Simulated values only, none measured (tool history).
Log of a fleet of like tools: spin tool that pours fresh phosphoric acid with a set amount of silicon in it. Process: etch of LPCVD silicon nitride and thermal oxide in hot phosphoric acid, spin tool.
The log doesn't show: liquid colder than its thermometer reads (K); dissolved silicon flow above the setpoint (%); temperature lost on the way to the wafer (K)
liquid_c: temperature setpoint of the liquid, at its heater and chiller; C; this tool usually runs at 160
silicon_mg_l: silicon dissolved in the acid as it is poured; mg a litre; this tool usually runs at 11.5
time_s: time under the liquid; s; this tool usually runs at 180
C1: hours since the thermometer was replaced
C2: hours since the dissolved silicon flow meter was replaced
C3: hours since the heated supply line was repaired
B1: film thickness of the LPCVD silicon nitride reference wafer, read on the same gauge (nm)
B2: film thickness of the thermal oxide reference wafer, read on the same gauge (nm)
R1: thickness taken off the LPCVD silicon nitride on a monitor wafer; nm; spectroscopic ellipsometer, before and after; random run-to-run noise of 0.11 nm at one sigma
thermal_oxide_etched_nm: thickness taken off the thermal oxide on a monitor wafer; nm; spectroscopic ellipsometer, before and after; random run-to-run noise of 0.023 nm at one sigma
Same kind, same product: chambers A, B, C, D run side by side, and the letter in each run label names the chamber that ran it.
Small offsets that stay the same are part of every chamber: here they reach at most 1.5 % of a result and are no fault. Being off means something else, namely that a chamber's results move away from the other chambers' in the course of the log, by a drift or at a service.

run 1B hour=12.5 | liquid_c=160 silicon_mg_l=11.5 time_s=180 | C1=294.4 C2=72.4 C3=768.2 | B1=29.980 B2=100.010 | R1=16.7200 thermal_oxide_etched_nm=0.31275
run 2C hour=22.3 | liquid_c=160 silicon_mg_l=11.5 time_s=180 | C1=1492.9 C2=886.4 C3=1478.6 | B1=29.988 B2=99.974 | R1=16.4660 thermal_oxide_etched_nm=0.35054
run 3D hour=32.8 | liquid_c=160 silicon_mg_l=11.5 time_s=180 | C1=228.0 C2=498.5 C3=654.5 | B1=29.994 B2=100.010 | R1=17.0510 thermal_oxide_etched_nm=0.38422
run 4A hour=45.4 | liquid_c=160 silicon_mg_l=11.5 time_s=180 | C1=78.2 C2=574.2 C3=3137.1 | B1=30.002 B2=100.010 | R1=16.6250 thermal_oxide_etched_nm=0.37170
run 5D hour=58.3 | liquid_c=160 silicon_mg_l=11.5 time_s=180 | C1=253.5 C2=524.0 C3=680.0 | B1=30.009 B2=100.010 | R1=17.0800 thermal_oxide_etched_nm=0.43777
run 6C hour=68.6 | liquid_c=160 silicon_mg_l=15.0 time_s=290 | C1=1539.2 C2=932.7 C3=1524.9 | B1=29.992 B2=100.000 | R1=26.5120 thermal_oxide_etched_nm=0.54622
run 7B hour=78.8 | liquid_c=160 silicon_mg_l=15.0 time_s=290 | C1=360.7 C2=138.7 C3=834.5 | B1=29.973 B2=100.000 | R1=27.3520 thermal_oxide_etched_nm=0.51791
run 8A hour=93.5 | liquid_c=160 silicon_mg_l=15.0 time_s=290 | C1=126.3 C2=622.3 C3=3185.2 | B1=29.988 B2=100.010 | R1=26.8500 thermal_oxide_etched_nm=0.54494
run 9C hour=101.4 | liquid_c=160 silicon_mg_l=15.0 time_s=290 | C1=1572.0 C2=965.5 C3=1557.7 | B1=30.020 B2=100.020 | R1=26.8360 thermal_oxide_etched_nm=0.52864
run 10A hour=111.0 | liquid_c=160 silicon_mg_l=11.5 time_s=180 | C1=143.8 C2=639.8 C3=3202.7 | B1=30.021 B2=99.987 | R1=16.5400 thermal_oxide_etched_nm=0.33474
run 11B hour=121.4 | liquid_c=160 silicon_mg_l=16.0 time_s=180 | C1=403.3 C2=181.3 C3=877.1 | B1=30.015 B2=99.987 | R1=16.8890 thermal_oxide_etched_nm=0.30061
run 12D hour=129.4 | liquid_c=160 silicon_mg_l=16.0 time_s=180 | C1=324.6 C2=595.1 C3=751.1 | B1=30.009 B2=100.000 | R1=16.4970 thermal_oxide_etched_nm=0.31528
run 13A hour=138.3 | liquid_c=160 silicon_mg_l=16.0 time_s=180 | C1=171.1 C2=667.1 C3=3230.0 | B1=30.001 B2=100.010 | R1=16.5220 thermal_oxide_etched_nm=0.35272
run 14B hour=145.8 | liquid_c=160 silicon_mg_l=16.0 time_s=180 | C1=427.7 C2=205.7 C3=901.5 | B1=29.999 B2=99.980 | R1=16.7190 thermal_oxide_etched_nm=0.34593
run 15D hour=154.9 | liquid_c=159 silicon_mg_l=11.5 time_s=180 | C1=350.1 C2=620.6 C3=776.6 | B1=29.988 B2=99.999 | R1=16.0330 thermal_oxide_etched_nm=0.36132
run 16C hour=168.2 | liquid_c=159 silicon_mg_l=11.5 time_s=180 | C1=1638.8 C2=1032.3 C3=1624.5 | B1=29.991 B2=99.969 | R1=15.9910 thermal_oxide_etched_nm=0.35052
run 17A hour=181.3 | liquid_c=159 silicon_mg_l=11.5 time_s=180 | C1=214.1 C2=710.1 C3=3273.0 | B1=30.015 B2=99.979 | R1=16.1290 thermal_oxide_etched_nm=0.32394
run 18C hour=195.4 | liquid_c=159 silicon_mg_l=11.5 time_s=180 | C1=1666.0 C2=1059.5 C3=1651.7 | B1=30.024 B2=99.994 | R1=16.1730 thermal_oxide_etched_nm=0.32766
run 19B hour=205.3 | liquid_c=160 silicon_mg_l=11.5 time_s=180 | C1=487.2 C2=265.2 C3=961.0 | B1=29.998 B2=100.030 | R1=16.8140 thermal_oxide_etched_nm=0.35914
-- hour=212.3 chamber C: heated supply line repaired
run 20D hour=213.2 | liquid_c=159 silicon_mg_l=11.5 time_s=75 | C1=408.4 C2=678.9 C3=834.9 | B1=29.995 B2=100.000 | R1=6.5893 thermal_oxide_etched_nm=0.14206
run 21B hour=220.9 | liquid_c=159 silicon_mg_l=11.5 time_s=75 | C1=502.8 C2=280.8 C3=976.6 | B1=29.991 B2=99.990 | R1=6.7931 thermal_oxide_etched_nm=0.14385
run 22C hour=234.1 | liquid_c=159 silicon_mg_l=11.5 time_s=75 | C1=1704.7 C2=1098.2 C3=21.8 | B1=29.954 B2=99.999 | R1=6.6999 thermal_oxide_etched_nm=0.15177
run 23D hour=245.6 | liquid_c=159 silicon_mg_l=11.5 time_s=75 | C1=440.8 C2=711.3 C3=867.3 | B1=29.968 B2=99.976 | R1=6.5423 thermal_oxide_etched_nm=0.12539
run 24A hour=256.5 | liquid_c=160 silicon_mg_l=11.5 time_s=135 | C1=289.3 C2=785.3 C3=3348.2 | B1=30.013 B2=100.000 | R1=12.5470 thermal_oxide_etched_nm=0.27160
run 25C hour=270.7 | liquid_c=160 silicon_mg_l=11.5 time_s=135 | C1=1741.3 C2=1134.8 C3=58.4 | B1=30.038 B2=100.010 | R1=12.3800 thermal_oxide_etched_nm=0.25075
run 26D hour=278.3 | liquid_c=160 silicon_mg_l=11.5 time_s=135 | C1=473.5 C2=744.0 C3=900.0 | B1=29.976 B2=99.997 | R1=12.0250 thermal_oxide_etched_nm=0.24421

Which is it: a chamber that has drifted or been left off by a service, a gauge drift common to all chambers, or only each chamber's usual small offset? If a chamber is off, name it and its likeliest cause.

Little by little, chamber D moves away from the other chambers.
Cause: temperature lost on the way to the wafer (K) = 1.67.
It could be hard to tell apart here from: liquid colder than its thermometer reads (K).

Below are 4 candidate recipes for chamber D's next run, each the usual settings with a change, their results shown as question marks. Which of them brings D's results back in line with what the other chambers give on the usual settings?
Maximum distance from the other chambers' mean on the usual settings for a result to count as in line: R1 0.3800 nm; thermal_oxide_etched_nm 0.08200 nm
run 27D-1 hour=289.4 | liquid_c=159.0 silicon_mg_l=16.5 time_s=170 | R1=? thermal_oxide_etched_nm=?
run 27D-2 hour=289.4 | liquid_c=160.5 silicon_mg_l=9.0 time_s=185 | R1=? thermal_oxide_etched_nm=?
run 27D-3 hour=289.4 | liquid_c=159.5 silicon_mg_l=14.0 time_s=175 | R1=? thermal_oxide_etched_nm=?
run 27D-4 hour=289.4 | liquid_c=161.0 silicon_mg_l=6.5 time_s=190 | R1=? thermal_oxide_etched_nm=?

Mean of the other chambers on the usual settings: R1 16.7160 nm; thermal_oxide_etched_nm 0.37281 nm
run=27D-1 R1=14.6840 thermal_oxide_etched_nm=0.26272
run=27D-2 R1=16.8180 thermal_oxide_etched_nm=0.38342
run=27D-3 R1=15.3740 thermal_oxide_etched_nm=0.29979
run=27D-4 R1=17.5720 thermal_oxide_etched_nm=0.43213
It is 27D-2 that realigns the chamber with its peers.
